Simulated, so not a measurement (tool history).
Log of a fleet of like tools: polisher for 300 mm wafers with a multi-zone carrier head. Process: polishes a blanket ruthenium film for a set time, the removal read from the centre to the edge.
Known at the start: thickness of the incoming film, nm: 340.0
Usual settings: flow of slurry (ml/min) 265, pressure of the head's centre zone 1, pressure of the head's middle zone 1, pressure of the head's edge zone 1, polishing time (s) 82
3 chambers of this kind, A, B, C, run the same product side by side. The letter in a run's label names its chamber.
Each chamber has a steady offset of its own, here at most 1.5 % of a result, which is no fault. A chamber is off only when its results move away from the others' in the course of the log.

run	hour	flow of slurry (ml/min)	pressure of the head's centre zone	pressure of the head's middle zone	pressure of the head's edge zone	polishing time (s)	wafers polished on this pad	hours since the slurry nozzle was cleaned	hours since the centre zone pressure was calibrated	hours since the edge zone pressure was calibrated	film removed at the wafer's centre (Å)	film removed at mid-radius (Å)	film removed at the wafer's edge (Å)
# hour 4.5: chamber A: worn pad replaced by a new one
1C	6.9	265	1	1	1	82	727	195.4	213.8	261.7	874.51	876.86	862.03
2B	14.6	265	1	1	1	82	527	528.8	629.8	487	874.54	886.83	901.98
3A	20	265	1	1	1	82	120	398.8	649.9	897	882.82	868.15	872.62
4C	29	265	1	1	1	82	899	217.5	235.9	283.8	880.88	882.51	853.18
# hour 36.9: chamber B: worn pad replaced by a new one
5B	39.7	265	1.07	1.04	1	82	22	553.9	654.9	512.1	935.55	904.97	878.39
6A	49.9	265	1.07	1.04	1	82	353	428.7	679.8	926.9	941.33	927.88	863.7
# hour 50.1: chamber B: slurry nozzle cleaned
7C	57.3	265	1.07	1.04	1	82	1120	245.8	264.2	312.1	937.22	909.72	873.38
8A	65	180	1	1	1	82	471	443.8	694.9	942	830.83	853.64	842.72
9B	75	180	1	1	1	82	296	24.9	690.2	547.4	829.19	841.85	840.76
10C	86.4	180	1	1	1	82	1346	274.9	293.3	341.2	808.85	845.5	818.51
11A	96.1	265	1	1	1	82	713	474.9	726	973.1	883.71	882.3	868.44
# hour 99.5: chamber A: worn pad replaced by a new one
12B	104.8	265	1	1	1	82	528	54.7	720	577.2	871.19	880.34	863.63
# hour 108.9: chamber A: slurry nozzle cleaned
13B	111.3	265	1	1	1	82	579	61.2	726.5	583.7	870.85	883.74	884.19
14A	118.8	265	1	1	1	82	150	9.9	748.7	995.8	875.75	897.2	904.97
# hour 124.5: chamber C: worn pad replaced by a new one
15C	126.4	265	1	1	1	82	14	314.9	333.3	381.2	865.99	880.68	855.84
# hour 127.6: chamber B: worn pad replaced by a new one
16C	132.6	265	1	1	1	82	63	321.1	339.5	387.4	876.25	891.72	848.06
17B	139.7	265	1	1	1	82	94	89.6	754.9	612.1	867.75	861.13	893.47
18A	145.9	265	1	1	1	82	361	37	775.8	1022.9	867.69	886.85	884.85
19A	156.8	265	1	1	1	82	445	47.9	786.7	1033.8	882.54	881.86	881.36
20C	162.9	265	1	1	1	82	298	351.4	369.8	417.7	884.32	869.65	876.16
21B	173.1	265	1	1	1	82	354	123	788.3	645.5	872.95	889.58	867.5
22B	183.9	265	1.09	0.89	1	82	438	133.8	799.1	656.3	956.02	780.52	889.57
# hour 189.3: chamber A: worn pad replaced by a new one
23A	194.6	265	1.09	0.89	1	82	41	85.7	824.5	1071.6	988.21	800.61	873.96
24C	201	265	1.09	0.89	1	82	595	389.5	407.9	455.8	972.72	798.16	870.99
25A	211.3	265	1	1	1	82	171	102.4	841.2	1088.3	873.3	880.07	875.7
26C	218.2	265	1	1	1	82	729	406.7	425.1	473	892.63	887.65	867.15
27B	229.8	265	1	1	1	82	796	179.7	845	702.2	878.76	898.91	885.04
28A	241.7	265	1	1	1	82	408	132.8	871.6	1118.7	880.67	880.44	874.77
29C	253.6	265	1	1	1	82	1004	442.1	460.5	508.4	874.59	859.85	861.03

What goes on in this fleet: one chamber off, a drifting gauge, or nothing beyond the chambers' own small offsets? Name the chamber and the cause, if any.

No chamber stands off beyond its own small offset, and the gauge holds steady.
